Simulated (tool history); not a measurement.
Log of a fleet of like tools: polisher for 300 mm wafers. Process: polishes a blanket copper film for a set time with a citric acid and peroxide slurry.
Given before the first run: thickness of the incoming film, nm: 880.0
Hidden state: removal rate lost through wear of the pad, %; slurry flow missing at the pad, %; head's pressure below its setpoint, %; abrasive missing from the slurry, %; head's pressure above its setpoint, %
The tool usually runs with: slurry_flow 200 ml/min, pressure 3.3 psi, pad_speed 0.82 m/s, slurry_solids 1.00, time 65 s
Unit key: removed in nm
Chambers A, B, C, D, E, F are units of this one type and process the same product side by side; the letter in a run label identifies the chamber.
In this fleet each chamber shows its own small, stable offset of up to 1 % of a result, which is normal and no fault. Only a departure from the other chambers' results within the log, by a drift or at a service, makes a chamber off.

run,hour,slurry_flow,pressure,pad_speed,slurry_solids,time,wafers polished on this pad,hours since the slurry nozzle was cleaned,hours since the head pressure was calibrated,hours since the slurry blender was calibrated,removed
# hour 2.3: chamber B: worn pad replaced by a new one
1A,5.6,200,3.3,0.82,1.00,65,514,451.3,47.0,267.2,116.600
2F,10.0,200,3.3,0.82,1.00,65,361,219.7,307.3,26.0,117.640
3D,16.5,200,3.3,0.82,1.00,65,934,296.9,480.2,282.3,117.800
# hour 21.6: chamber E: worn pad replaced by a new one
4C,22.6,200,3.3,0.82,1.00,65,214,139.3,127.1,136.2,117.910
# hour 27.3: chamber A: worn pad replaced by a new one
5E,29.3,200,3.3,0.82,1.00,65,71,139.8,200.4,36.9,115.670
6B,37.5,200,3.3,0.82,1.00,65,325,697.1,459.9,99.3,115.790
7C,43.4,200,3.3,0.82,1.00,65,406,160.1,147.9,157.0,114.870
# hour 44.1: chamber F: worn pad replaced by a new one
# hour 50.2: chamber C: slurry blender recalibrated
8B,51.9,200,3.3,0.82,1.00,65,458,711.5,474.3,113.7,115.620
9D,58.4,200,3.3,0.64,1.00,77,1321,338.8,522.1,324.2,108.810
10A,62.6,200,3.3,0.64,1.00,77,326,508.3,104.0,324.2,108.290
11E,68.0,200,3.3,0.64,1.00,77,428,178.5,239.1,75.6,108.120
# hour 68.7: chamber D: worn pad replaced by a new one
# hour 70.0: chamber D: slurry blender recalibrated
12F,74.8,200,3.3,0.64,1.00,77,284,284.5,372.1,90.8,107.860
13C,79.5,200,3.3,0.64,1.00,77,740,196.2,184.0,29.4,108.030
14B,83.8,200,3.3,0.64,1.00,77,753,743.4,506.2,145.6,106.960
15F,88.2,200,3.3,0.82,1.00,65,408,297.9,385.5,104.2,115.710
# hour 88.7: chamber B: slurry nozzle cleaned
# hour 93.6: chamber E: worn pad replaced by a new one
16A,95.8,200,3.3,0.82,1.00,65,633,541.5,137.2,357.4,116.400
17E,99.7,200,3.3,0.82,1.00,65,56,210.2,270.8,107.3,114.220
# hour 104.3: chamber F: worn pad replaced by a new one
18D,107.2,200,3.3,0.82,1.00,65,355,387.6,570.9,37.2,116.420
# hour 109.8: chamber A: worn pad replaced by a new one
19A,111.8,175,3.3,0.82,1.00,65,19,557.5,153.2,373.4,114.280
20E,119.2,175,3.3,0.82,1.00,65,237,229.7,290.3,126.8,112.730
21D,124.3,175,3.3,0.82,1.00,65,513,404.7,588.0,54.3,115.520
22B,132.2,175,3.3,0.82,1.00,65,1200,43.5,554.6,194.0,113.940
# hour 134.3: chamber B: worn pad replaced by a new one
# hour 137.3: chamber C: worn pad replaced by a new one
23F,138.0,175,3.3,0.82,1.00,65,311,347.7,435.3,154.0,114.660
24C,146.3,175,3.3,0.82,1.00,65,83,263.0,250.8,96.2,110.310
25E,151.4,200,3.3,0.82,1.00,65,534,261.9,322.5,159.0,115.700
26A,158.8,200,3.3,0.82,1.00,65,453,604.5,200.2,420.4,115.630
27F,165.2,200,3.3,0.82,1.00,65,562,374.9,462.5,181.2,116.880
# hour 170.4: chamber F: worn pad replaced by a new one
28D,172.9,200,3.3,0.82,1.00,65,962,453.3,636.6,102.9,117.170
29B,176.9,200,3.3,0.82,1.00,65,393,88.2,599.3,238.7,114.360
# hour 179.7: chamber E: worn pad replaced by a new one
30C,185.3,200,3.3,0.82,1.00,65,443,302.0,289.8,135.2,111.100
31F,190.5,200,3.3,0.82,1.00,65,185,400.2,487.8,206.5,117.530
# hour 197.6: chamber A: worn pad replaced by a new one
32E,198.2,200,3.3,0.82,1.00,65,170,308.7,369.3,205.8,116.010
33D,205.6,200,3.3,0.82,1.00,65,1264,486.0,669.3,135.6,117.050
34B,213.8,200,3.3,0.82,1.00,65,734,125.1,636.2,275.6,115.560
35A,218.3,200,3.3,0.82,1.00,65,191,664.0,259.7,479.9,115.520
# hour 220.4: chamber A: slurry blender recalibrated
36C,223.9,200,3.3,0.82,1.00,65,800,340.6,328.4,173.8,109.920
# hour 227.8: chamber D: worn pad replaced by a new one
37F,230.9,200,4.2,0.82,0.85,65,558,440.6,528.2,246.9,141.610
38B,237.4,200,4.2,0.82,0.85,65,952,148.7,659.8,299.2,141.280
39D,243.4,200,4.2,0.82,0.85,65,144,523.8,707.1,173.4,143.540
40C,249.9,200,4.2,0.82,0.85,65,1040,366.6,354.4,199.8,133.530
41A,254.5,200,4.2,0.82,0.85,65,526,700.2,295.9,34.2,140.670
42E,259.9,200,4.2,0.82,0.85,65,740,370.4,431.0,267.5,141.180

Read the log: is a single chamber off, either drifting away or since a service, is the gauge that measures every chamber drifting, or is nothing wrong beyond small per-chamber offsets? Name any odd chamber and what most likely caused it.

Little by little, chamber C moves away from the other chambers.
Likeliest cause: head's pressure below its setpoint, % = 8.46.
With only this log, it may be confused with: slurry flow missing at the pad, %.

Which of the 4 candidates below, each the usual settings with something changed and its results left as question marks, puts chamber C back in line with what the other chambers give on the usual settings?
A result is in line if it is within this distance of the other chambers' mean on the usual settings: removed 2.500 nm
43C-1,266.2,200,3.2,0.78,1.00,62,,,,,?
43C-2,266.2,200,3.2,0.80,1.00,64,,,,,?
43C-3,266.2,200,3.5,0.88,1.00,65,,,,,?
43C-4,266.2,200,3.4,0.86,1.00,65,,,,,?

Mean of the other chambers on the usual settings: removed 116.160 nm
run,removed
43C-1,95.523
43C-2,101.030
43C-3,122.550
43C-4,116.570
With 43C-4, the chamber falls back in line with the rest.
